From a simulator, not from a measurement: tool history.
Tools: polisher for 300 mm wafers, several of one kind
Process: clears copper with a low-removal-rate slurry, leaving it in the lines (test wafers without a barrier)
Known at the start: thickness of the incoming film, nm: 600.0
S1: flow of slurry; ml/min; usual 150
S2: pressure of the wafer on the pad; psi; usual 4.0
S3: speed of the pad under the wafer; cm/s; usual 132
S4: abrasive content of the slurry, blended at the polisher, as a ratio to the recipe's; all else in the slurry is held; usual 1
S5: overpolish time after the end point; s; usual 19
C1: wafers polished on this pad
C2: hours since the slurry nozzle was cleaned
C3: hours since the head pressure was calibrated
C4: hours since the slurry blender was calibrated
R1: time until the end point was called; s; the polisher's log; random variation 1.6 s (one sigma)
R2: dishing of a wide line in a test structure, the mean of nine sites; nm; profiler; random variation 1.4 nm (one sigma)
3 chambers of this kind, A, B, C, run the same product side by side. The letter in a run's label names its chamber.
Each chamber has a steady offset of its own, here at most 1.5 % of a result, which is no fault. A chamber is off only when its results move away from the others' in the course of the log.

-- day=0.108 chamber B: worn pad replaced by a new one
run 1A day=0.225 | S1=150 S2=4.0 S3=132 S4=1 S5=19 | C1=68 C2=369.5 C3=755.4 C4=23.8 | R1=121.990 R2=61.819
run 2B day=0.375 | S1=150 S2=4.0 S3=132 S4=1 S5=19 | C1=67 C2=189.0 C3=264.3 C4=299.4 | R1=118.700 R2=62.801
run 3C day=0.550 | S1=150 S2=4.0 S3=132 S4=1 S5=19 | C1=677 C2=206.7 C3=586.6 C4=17.7 | R1=121.150 R2=62.472
run 4C day=0.700 | S1=150 S2=4.0 S3=132 S4=1 S5=19 | C1=715 C2=210.3 C3=590.2 C4=21.3 | R1=120.150 R2=61.055
run 5B day=0.833 | S1=170 S2=4.0 S3=132 S4=1 S5=19 | C1=182 C2=200.0 C3=275.3 C4=310.4 | R1=116.980 R2=62.448
run 6A day=0.938 | S1=170 S2=4.0 S3=132 S4=1 S5=19 | C1=247 C2=386.6 C3=772.5 C4=40.9 | R1=117.150 R2=60.171
run 7C day=1.067 | S1=170 S2=4.0 S3=132 S4=1 S5=19 | C1=807 C2=219.1 C3=599.0 C4=30.1 | R1=120.570 R2=61.767
run 8B day=1.225 | S1=150 S2=4.0 S3=132 S4=1 S5=19 | C1=280 C2=209.4 C3=284.7 C4=319.8 | R1=120.390 R2=62.411
run 9A day=1.425 | S1=150 S2=4.0 S3=132 S4=1 S5=19 | C1=369 C2=398.3 C3=784.2 C4=52.6 | R1=119.950 R2=60.991
run 10A day=1.571 | S1=150 S2=4.0 S3=132 S4=1 S5=19 | C1=405 C2=401.8 C3=787.7 C4=56.1 | R1=122.250 R2=60.141
run 11B day=1.667 | S1=150 S2=4.0 S3=132 S4=1 S5=19 | C1=391 C2=220.0 C3=295.3 C4=330.4 | R1=122.080 R2=59.897
run 12C day=1.892 | S1=150 S2=4.0 S3=90 S4=1 S5=19 | C1=1013 C2=238.9 C3=618.8 C4=49.9 | R1=175.530 R2=44.738
run 13A day=2.079 | S1=150 S2=4.0 S3=90 S4=1 S5=19 | C1=533 C2=414.0 C3=799.9 C4=68.3 | R1=181.320 R2=45.090
run 14B day=2.250 | S1=150 S2=4.0 S3=90 S4=1 S5=19 | C1=537 C2=234.0 C3=309.3 C4=344.4 | R1=176.410 R2=45.688
run 15C day=2.421 | S1=150 S2=4.0 S3=132 S4=1 S5=19 | C1=1146 C2=251.6 C3=631.5 C4=62.6 | R1=121.690 R2=59.323
run 16B day=2.642 | S1=150 S2=4.0 S3=132 S4=1 S5=19 | C1=635 C2=243.4 C3=318.7 C4=353.8 | R1=117.640 R2=65.116
run 17A day=2.825 | S1=150 S2=4.0 S3=132 S4=1 S5=19 | C1=720 C2=431.9 C3=817.8 C4=86.2 | R1=122.880 R2=61.429
run 18C day=2.946 | S1=150 S2=4.0 S3=132 S4=1 S5=19 | C1=1278 C2=264.2 C3=644.1 C4=75.2 | R1=120.070 R2=61.141
run 19A day=3.112 | S1=150 S2=4.0 S3=176 S4=1 S5=12 | C1=792 C2=438.8 C3=824.7 C4=93.1 | R1=90.960 R2=51.659
run 20C day=3.242 | S1=150 S2=4.0 S3=176 S4=1 S5=12 | C1=1352 C2=271.3 C3=651.2 C4=82.3 | R1=91.650 R2=52.567
-- day=3.329 chamber C: worn pad replaced by a new one
run 21B day=3.367 | S1=150 S2=4.0 S3=176 S4=1 S5=12 | C1=817 C2=260.8 C3=336.1 C4=371.2 | R1=89.789 R2=51.497
run 22A day=3.575 | S1=150 S2=4.0 S3=132 S4=1 S5=19 | C1=908 C2=449.9 C3=835.8 C4=104.2 | R1=121.320 R2=61.321
run 23B day=3.688 | S1=150 S2=4.0 S3=176 S4=1 S5=19 | C1=897 C2=268.5 C3=343.8 C4=378.9 | R1=91.995 R2=74.611
run 24C day=3.892 | S1=150 S2=4.0 S3=176 S4=1 S5=19 | C1=141 C2=286.9 C3=666.8 C4=97.9 | R1=92.247 R2=75.679
-- day=3.975 chamber C: slurry nozzle cleaned
-- day=4.033 chamber B: slurry blender recalibrated
run 25A day=4.046 | S1=150 S2=4.0 S3=176 S4=1 S5=19 | C1=1026 C2=461.2 C3=847.1 C4=115.5 | R1=89.218 R2=76.243
-- day=4.138 chamber C: head pressure recalibrated
run 26B day=4.242 | S1=150 S2=4.0 S3=132 S4=1 S5=23 | C1=1036 C2=281.8 C3=357.1 C4=5.0 | R1=117.850 R2=69.226
run 27C day=4.342 | S1=150 S2=4.0 S3=132 S4=1 S5=23 | C1=254 C2=8.9 C3=5.0 C4=108.7 | R1=134.860 R2=66.011
run 28C day=4.542 | S1=150 S2=4.0 S3=132 S4=1 S5=23 | C1=304 C2=13.7 C3=9.8 C4=113.5 | R1=132.010 R2=66.201
run 29B day=4.650 | S1=150 S2=4.0 S3=132 S4=1 S5=19 | C1=1139 C2=291.6 C3=366.9 C4=14.8 | R1=120.120 R2=59.854
run 30A day=4.796 | S1=150 S2=4.0 S3=132 S4=1 S5=19 | C1=1214 C2=479.2 C3=865.1 C4=133.5 | R1=121.410 R2=59.819
run 31C day=4.896 | S1=150 S2=3.4 S3=132 S4=1 S5=19 | C1=392 C2=22.2 C3=18.3 C4=122.0 | R1=158.220 R2=49.218
-- day=4.933 chamber B: worn pad replaced by a new one
run 32B day=5.075 | S1=150 S2=3.4 S3=132 S4=1 S5=19 | C1=36 C2=301.8 C3=377.1 C4=25.0 | R1=139.330 R2=53.358
run 33A day=5.221 | S1=150 S2=3.4 S3=132 S4=1 S5=19 | C1=1320 C2=489.4 C3=875.3 C4=143.7 | R1=143.940 R2=52.717
run 34B day=5.379 | S1=150 S2=2.8 S3=132 S4=1 S5=24 | C1=112 C2=309.1 C3=384.4 C4=32.3 | R1=173.980 R2=54.401
-- day=5.504 chamber A: worn pad replaced by a new one
run 35A day=5.525 | S1=150 S2=2.8 S3=132 S4=1 S5=24 | C1=5 C2=496.7 C3=882.6 C4=151.0 | R1=177.340 R2=51.975
run 36C day=5.633 | S1=150 S2=2.8 S3=132 S4=1 S5=24 | C1=577 C2=39.9 C3=36.0 C4=139.7 | R1=189.090 R2=47.358
run 37A day=5.738 | S1=150 S2=4.0 S3=132 S4=1 S5=19 | C1=59 C2=501.8 C3=887.7 C4=156.1 | R1=125.070 R2=62.015
run 38C day=5.854 | S1=150 S2=4.0 S3=132 S4=1 S5=19 | C1=633 C2=45.2 C3=41.3 C4=145.0 | R1=133.560 R2=57.516
run 39B day=6.067 | S1=150 S2=4.0 S3=132 S4=1 S5=19 | C1=284 C2=325.6 C3=400.9 C4=48.8 | R1=120.290 R2=63.144
run 40C day=6.275 | S1=150 S2=4.0 S3=132 S4=1 S5=19 | C1=738 C2=55.3 C3=51.4 C4=155.1 | R1=133.520 R2=54.884
run 41A day=6.379 | S1=150 S2=4.0 S3=132 S4=1 S5=19 | C1=219 C2=517.2 C3=903.1 C4=171.5 | R1=122.850 R2=60.074
run 42B day=6.538 | S1=150 S2=4.0 S3=132 S4=1 S5=19 | C1=403 C2=336.9 C3=412.2 C4=60.1 | R1=116.520 R2=63.033
run 43A day=6.650 | S1=150 S2=4.0 S3=132 S4=1 S5=19 | C1=287 C2=523.7 C3=909.6 C4=178.0 | R1=122.820 R2=61.768

Next, every chamber runs the same settings. What will each give?
run 44A day=6.812 | S1=150 S2=4.0 S3=132 S4=1 S5=19 | R1=? R2=?
run 44B day=6.812 | S1=150 S2=4.0 S3=132 S4=1 S5=19 | R1=? R2=?
run 44C day=6.812 | S1=150 S2=4.0 S3=132 S4=1 S5=19 | R1=? R2=?

run=44A R1=122.570 R2=61.192
run=44B R1=119.530 R2=61.824
run=44C R1=137.100 R2=54.802
